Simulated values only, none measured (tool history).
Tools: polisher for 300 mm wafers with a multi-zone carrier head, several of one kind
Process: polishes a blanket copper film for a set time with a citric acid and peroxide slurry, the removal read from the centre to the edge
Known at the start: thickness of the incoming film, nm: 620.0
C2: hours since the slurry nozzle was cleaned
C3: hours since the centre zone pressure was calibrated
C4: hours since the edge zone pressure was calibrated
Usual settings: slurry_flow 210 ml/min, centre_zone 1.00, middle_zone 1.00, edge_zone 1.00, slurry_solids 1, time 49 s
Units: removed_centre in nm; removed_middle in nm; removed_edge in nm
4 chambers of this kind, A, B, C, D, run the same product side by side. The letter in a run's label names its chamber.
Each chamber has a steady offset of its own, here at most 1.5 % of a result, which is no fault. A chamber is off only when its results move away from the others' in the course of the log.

-- hour=7.6 chamber A: worn pad replaced by a new one
run 1A hour=11.2 | slurry_flow=210 centre_zone=1.00 middle_zone=1.00 edge_zone=1.00 slurry_solids=1 time=49 | wafers_polished_on_this_pad=26 C2=276.7 C3=368.7 C4=176.9 | removed_centre=66.253 removed_middle=65.465 removed_edge=65.647
run 2D hour=18.1 | slurry_flow=210 centre_zone=1.00 middle_zone=1.00 edge_zone=1.00 slurry_solids=1 time=49 | wafers_polished_on_this_pad=377 C2=212.5 C3=568.6 C4=133.2 | removed_centre=65.877 removed_middle=65.801 removed_edge=66.329
run 3B hour=28.1 | slurry_flow=210 centre_zone=1.00 middle_zone=1.00 edge_zone=1.00 slurry_solids=1 time=49 | wafers_polished_on_this_pad=378 C2=187.3 C3=595.5 C4=255.9 | removed_centre=63.845 removed_middle=65.005 removed_edge=66.132
run 4C hour=41.6 | slurry_flow=210 centre_zone=1.00 middle_zone=1.00 edge_zone=1.00 slurry_solids=1 time=49 | wafers_polished_on_this_pad=611 C2=149.3 C3=827.8 C4=201.9 | removed_centre=65.489 removed_middle=64.960 removed_edge=65.852
run 5A hour=53.2 | slurry_flow=165 centre_zone=0.91 middle_zone=1.00 edge_zone=1.00 slurry_solids=1 time=49 | wafers_polished_on_this_pad=338 C2=318.7 C3=410.7 C4=218.9 | removed_centre=56.385 removed_middle=62.708 removed_edge=64.094
run 6D hour=66.9 | slurry_flow=165 centre_zone=0.91 middle_zone=1.00 edge_zone=1.00 slurry_solids=1 time=49 | wafers_polished_on_this_pad=739 C2=261.3 C3=617.4 C4=182.0 | removed_centre=55.703 removed_middle=63.978 removed_edge=64.531
-- hour=71.2 chamber D: worn pad replaced by a new one
run 7C hour=75.8 | slurry_flow=165 centre_zone=0.91 middle_zone=1.00 edge_zone=1.00 slurry_solids=1 time=49 | wafers_polished_on_this_pad=865 C2=183.5 C3=862.0 C4=236.1 | removed_centre=56.246 removed_middle=62.457 removed_edge=63.663
run 8B hour=86.3 | slurry_flow=165 centre_zone=0.91 middle_zone=1.00 edge_zone=1.00 slurry_solids=1 time=49 | wafers_polished_on_this_pad=810 C2=245.5 C3=653.7 C4=314.1 | removed_centre=55.713 removed_middle=62.858 removed_edge=64.169
-- hour=91.8 chamber A: worn pad replaced by a new one
run 9A hour=95.1 | slurry_flow=210 centre_zone=1.00 middle_zone=1.00 edge_zone=1.00 slurry_solids=1 time=49 | wafers_polished_on_this_pad=25 C2=360.6 C3=452.6 C4=260.8 | removed_centre=65.673 removed_middle=64.464 removed_edge=64.712
-- hour=103.7 chamber B: worn pad replaced by a new one
run 10B hour=106.7 | slurry_flow=210 centre_zone=1.00 middle_zone=1.00 edge_zone=1.00 slurry_solids=1 time=49 | wafers_polished_on_this_pad=22 C2=265.9 C3=674.1 C4=334.5 | removed_centre=65.154 removed_middle=67.027 removed_edge=66.056
run 11C hour=120.2 | slurry_flow=210 centre_zone=1.00 middle_zone=1.00 edge_zone=1.00 slurry_solids=1 time=49 | wafers_polished_on_this_pad=1194 C2=227.9 C3=906.4 C4=280.5 | removed_centre=65.956 removed_middle=65.680 removed_edge=64.846
-- hour=126.6 chamber A: centre zone pressure recalibrated
-- hour=134.6 chamber B: edge zone pressure recalibrated
run 12D hour=134.9 | slurry_flow=210 centre_zone=1.00 middle_zone=1.00 edge_zone=1.00 slurry_solids=1 time=49 | wafers_polished_on_this_pad=473 C2=329.3 C3=685.4 C4=250.0 | removed_centre=64.162 removed_middle=65.510 removed_edge=66.213
run 13B hour=144.6 | slurry_flow=210 centre_zone=1.00 middle_zone=1.00 edge_zone=1.00 slurry_solids=1 time=49 | wafers_polished_on_this_pad=303 C2=303.8 C3=712.0 C4=10.0 | removed_centre=64.312 removed_middle=63.765 removed_edge=66.011
-- hour=153.0 chamber C: worn pad replaced by a new one
run 14D hour=155.8 | slurry_flow=210 centre_zone=1.00 middle_zone=1.00 edge_zone=1.00 slurry_solids=1 time=49 | wafers_polished_on_this_pad=628 C2=350.2 C3=706.3 C4=270.9 | removed_centre=66.066 removed_middle=64.628 removed_edge=66.319
-- hour=155.9 chamber D: worn pad replaced by a new one
run 15C hour=169.5 | slurry_flow=210 centre_zone=1.00 middle_zone=1.00 edge_zone=1.00 slurry_solids=1 time=49 | wafers_polished_on_this_pad=122 C2=277.2 C3=955.7 C4=329.8 | removed_centre=64.972 removed_middle=64.356 removed_edge=65.468
-- hour=171.3 chamber C: slurry nozzle cleaned
run 16A hour=184.3 | slurry_flow=210 centre_zone=1.00 middle_zone=1.00 edge_zone=0.91 slurry_solids=1 time=42 | wafers_polished_on_this_pad=687 C2=449.8 C3=57.7 C4=350.0 | removed_centre=55.199 removed_middle=54.896 removed_edge=53.375
-- hour=197.0 chamber A: worn pad replaced by a new one
run 17A hour=198.1 | slurry_flow=210 centre_zone=1.00 middle_zone=1.00 edge_zone=0.91 slurry_solids=1 time=42 | wafers_polished_on_this_pad=8 C2=463.6 C3=71.5 C4=363.8 | removed_centre=56.946 removed_middle=56.044 removed_edge=53.899
run 18D hour=208.3 | slurry_flow=210 centre_zone=1.00 middle_zone=1.00 edge_zone=0.91 slurry_solids=1 time=42 | wafers_polished_on_this_pad=389 C2=402.7 C3=758.8 C4=323.4 | removed_centre=55.617 removed_middle=55.923 removed_edge=53.403
run 19C hour=223.3 | slurry_flow=210 centre_zone=1.00 middle_zone=1.00 edge_zone=0.91 slurry_solids=1 time=42 | wafers_polished_on_this_pad=522 C2=52.1 C3=1009.5 C4=383.6 | removed_centre=56.392 removed_middle=56.922 removed_edge=53.134
run 20B hour=235.5 | slurry_flow=210 centre_zone=1.00 middle_zone=1.00 edge_zone=1.00 slurry_solids=1 time=49 | wafers_polished_on_this_pad=978 C2=394.7 C3=802.9 C4=100.9 | removed_centre=63.546 removed_middle=65.142 removed_edge=66.680
-- hour=237.4 chamber B: worn pad replaced by a new one
run 21C hour=250.5 | slurry_flow=210 centre_zone=1.00 middle_zone=1.00 edge_zone=1.00 slurry_solids=1 time=49 | wafers_polished_on_this_pad=724 C2=79.3 C3=1036.7 C4=410.8 | removed_centre=64.938 removed_middle=65.112 removed_edge=65.593
-- hour=255.4 chamber D: centre zone pressure recalibrated
-- hour=258.7 chamber D: worn pad replaced by a new one
run 22D hour=260.5 | slurry_flow=140 centre_zone=1.00 middle_zone=1.00 edge_zone=0.91 slurry_solids=1 time=49 | wafers_polished_on_this_pad=13 C2=454.9 C3=5.1 C4=375.6 | removed_centre=67.019 removed_middle=61.646 removed_edge=59.207
-- hour=263.2 chamber B: centre zone pressure recalibrated
run 23B hour=267.4 | slurry_flow=140 centre_zone=1.00 middle_zone=1.00 edge_zone=0.91 slurry_solids=1 time=49 | wafers_polished_on_this_pad=222 C2=426.6 C3=4.3 C4=132.8 | removed_centre=60.020 removed_middle=61.720 removed_edge=59.463
run 24A hour=276.8 | slurry_flow=140 centre_zone=1.00 middle_zone=1.00 edge_zone=0.91 slurry_solids=1 time=49 | wafers_polished_on_this_pad=592 C2=542.3 C3=150.2 C4=442.5 | removed_centre=60.550 removed_middle=60.149 removed_edge=59.888
-- hour=277.2 chamber A: worn pad replaced by a new one
run 25A hour=287.0 | slurry_flow=140 centre_zone=1.00 middle_zone=1.00 edge_zone=0.91 slurry_solids=1 time=49 | wafers_polished_on_this_pad=73 C2=552.5 C3=160.4 C4=452.7 | removed_centre=61.803 removed_middle=61.125 removed_edge=58.428
run 26C hour=297.8 | slurry_flow=210 centre_zone=1.00 middle_zone=1.00 edge_zone=1.00 slurry_solids=1 time=49 | wafers_polished_on_this_pad=1075 C2=126.6 C3=1084.0 C4=458.1 | removed_centre=65.153 removed_middle=65.188 removed_edge=65.549
-- hour=299.5 chamber C: centre zone pressure recalibrated
-- hour=308.1 chamber C: edge zone pressure recalibrated
-- hour=312.1 chamber C: worn pad replaced by a new one
run 27D hour=312.3 | slurry_flow=210 centre_zone=1.00 middle_zone=1.00 edge_zone=1.00 slurry_solids=1 time=49 | wafers_polished_on_this_pad=398 C2=506.7 C3=56.9 C4=427.4 | removed_centre=71.927 removed_middle=64.872 removed_edge=65.903
run 28B hour=321.0 | slurry_flow=210 centre_zone=1.00 middle_zone=1.00 edge_zone=1.00 slurry_solids=1 time=49 | wafers_polished_on_this_pad=620 C2=480.2 C3=57.9 C4=186.4 | removed_centre=64.984 removed_middle=67.365 removed_edge=65.584
run 29B hour=334.0 | slurry_flow=210 centre_zone=1.00 middle_zone=1.00 edge_zone=1.00 slurry_solids=1 time=49 | wafers_polished_on_this_pad=717 C2=493.2 C3=70.9 C4=199.4 | removed_centre=65.583 removed_middle=65.718 removed_edge=65.884
run 30D hour=342.9 | slurry_flow=210 centre_zone=1.00 middle_zone=1.00 edge_zone=1.00 slurry_solids=1 time=49 | wafers_polished_on_this_pad=625 C2=537.3 C3=87.5 C4=458.0 | removed_centre=70.863 removed_middle=66.609 removed_edge=65.501
run 31C hour=351.4 | slurry_flow=210 centre_zone=1.00 middle_zone=1.00 edge_zone=1.00 slurry_solids=1 time=49 | wafers_polished_on_this_pad=292 C2=180.2 C3=52.0 C4=43.4 | removed_centre=65.700 removed_middle=64.997 removed_edge=64.798
-- hour=356.2 chamber D: worn pad replaced by a new one
-- hour=360.7 chamber A: worn pad replaced by a new one
-- hour=361.5 chamber D: edge zone pressure recalibrated
-- hour=363.5 chamber D: slurry nozzle cleaned
run 32A hour=365.0 | slurry_flow=210 centre_zone=1.00 middle_zone=1.00 edge_zone=1.00 slurry_solids=1 time=49 | wafers_polished_on_this_pad=32 C2=630.5 C3=238.4 C4=530.7 | removed_centre=64.388 removed_middle=63.663 removed_edge=65.101
-- hour=365.9 chamber B: worn pad replaced by a new one
run 33B hour=372.7 | slurry_flow=210 centre_zone=1.00 middle_zone=1.00 edge_zone=1.00 slurry_solids=1 time=49 | wafers_polished_on_this_pad=51 C2=531.9 C3=109.6 C4=238.1 | removed_centre=65.058 removed_middle=65.186 removed_edge=65.112
run 34A hour=382.5 | slurry_flow=210 centre_zone=1.00 middle_zone=1.05 edge_zone=1.00 slurry_solids=1 time=49 | wafers_polished_on_this_pad=162 C2=648.0 C3=255.9 C4=548.2 | removed_centre=65.112 removed_middle=67.237 removed_edge=65.071
run 35C hour=389.3 | slurry_flow=210 centre_zone=1.00 middle_zone=1.05 edge_zone=1.00 slurry_solids=1 time=49 | wafers_polished_on_this_pad=573 C2=218.1 C3=89.9 C4=81.3 | removed_centre=64.048 removed_middle=66.761 removed_edge=65.369
run 36D hour=400.0 | slurry_flow=210 centre_zone=1.00 middle_zone=1.05 edge_zone=1.00 slurry_solids=1 time=49 | wafers_polished_on_this_pad=325 C2=36.5 C3=144.6 C4=38.6 | removed_centre=72.909 removed_middle=68.111 removed_edge=66.083
run 37D hour=408.6 | slurry_flow=210 centre_zone=1.00 middle_zone=1.05 edge_zone=1.00 slurry_solids=1 time=49 | wafers_polished_on_this_pad=389 C2=45.1 C3=153.2 C4=47.2 | removed_centre=71.781 removed_middle=70.323 removed_edge=65.456
-- hour=419.2 chamber C: slurry nozzle cleaned
run 38C hour=420.8 | slurry_flow=210 centre_zone=1.00 middle_zone=1.00 edge_zone=1.00 slurry_solids=1 time=49 | wafers_polished_on_this_pad=807 C2=1.7 C3=121.4 C4=112.8 | removed_centre=65.097 removed_middle=66.466 removed_edge=65.414
run 39A hour=428.3 | slurry_flow=210 centre_zone=1.00 middle_zone=1.00 edge_zone=1.10 slurry_solids=1 time=57 | wafers_polished_on_this_pad=502 C2=693.8 C3=301.7 C4=594.0 | removed_centre=76.914 removed_middle=74.129 removed_edge=80.197
run 40B hour=439.8 | slurry_flow=210 centre_zone=1.00 middle_zone=1.00 edge_zone=1.10 slurry_solids=1 time=57 | wafers_polished_on_this_pad=549 C2=599.0 C3=176.7 C4=305.2 | removed_centre=75.404 removed_middle=76.434 removed_edge=79.235
run 41D hour=449.2 | slurry_flow=210 centre_zone=1.00 middle_zone=1.00 edge_zone=1.10 slurry_solids=1 time=57 | wafers_polished_on_this_pad=691 C2=85.7 C3=193.8 C4=87.8 | removed_centre=86.278 removed_middle=77.115 removed_edge=80.266
-- hour=449.3 chamber A: worn pad replaced by a new one
run 42A hour=463.2 | slurry_flow=210 centre_zone=1.00 middle_zone=1.00 edge_zone=1.10 slurry_solids=1 time=57 | wafers_polished_on_this_pad=103 C2=728.7 C3=336.6 C4=628.9 | removed_centre=75.187 removed_middle=76.029 removed_edge=81.077
run 43C hour=470.0 | slurry_flow=210 centre_zone=1.00 middle_zone=1.00 edge_zone=1.00 slurry_solids=1 time=49 | wafers_polished_on_this_pad=1172 C2=50.9 C3=170.6 C4=162.0 | removed_centre=65.286 removed_middle=65.994 removed_edge=65.582

Is one chamber off against the others, does the gauge drift, or is nothing wrong? If a chamber is off, say which, and what the likeliest cause is.

A service left chamber D off against the others.
Cause: centre zone's pressure above its setpoint, % = 10.7.

Here are 4 candidates for chamber D's next run, each the usual settings with a change, their results left as question marks. Which one brings its results back in line with what the others give on the usual settings?
In line means no further than this from the other chambers' mean on the usual settings: removed_centre 2.200 nm; removed_middle 2.500 nm; removed_edge 1.800 nm
run 44D-1 hour=481.0 | slurry_flow=205 centre_zone=0.92 middle_zone=1.01 edge_zone=1.03 slurry_solids=1 time=48 | removed_centre=? removed_middle=? removed_edge=?
run 44D-2 hour=481.0 | slurry_flow=215 centre_zone=1.03 middle_zone=0.99 edge_zone=0.99 slurry_solids=1 time=49 | removed_centre=? removed_middle=? removed_edge=?
run 44D-3 hour=481.0 | slurry_flow=205 centre_zone=0.97 middle_zone=1.01 edge_zone=1.01 slurry_solids=1 time=49 | removed_centre=? removed_middle=? removed_edge=?
run 44D-4 hour=481.0 | slurry_flow=215 centre_zone=1.08 middle_zone=0.99 edge_zone=0.97 slurry_solids=1 time=50 | removed_centre=? removed_middle=? removed_edge=?

The other chambers' mean on the usual settings: removed_centre 65.055 nm; removed_middle 65.126 nm; removed_edge 65.464 nm
run=44D-1 removed_centre=64.213 removed_middle=64.444 removed_edge=65.209
run=44D-2 removed_centre=74.518 removed_middle=64.971 removed_edge=65.548
run=44D-3 removed_centre=69.382 removed_middle=65.768 removed_edge=65.889
run=44D-4 removed_centre=79.977 removed_middle=66.278 removed_edge=66.188
44D-1 brings the chamber back in line.
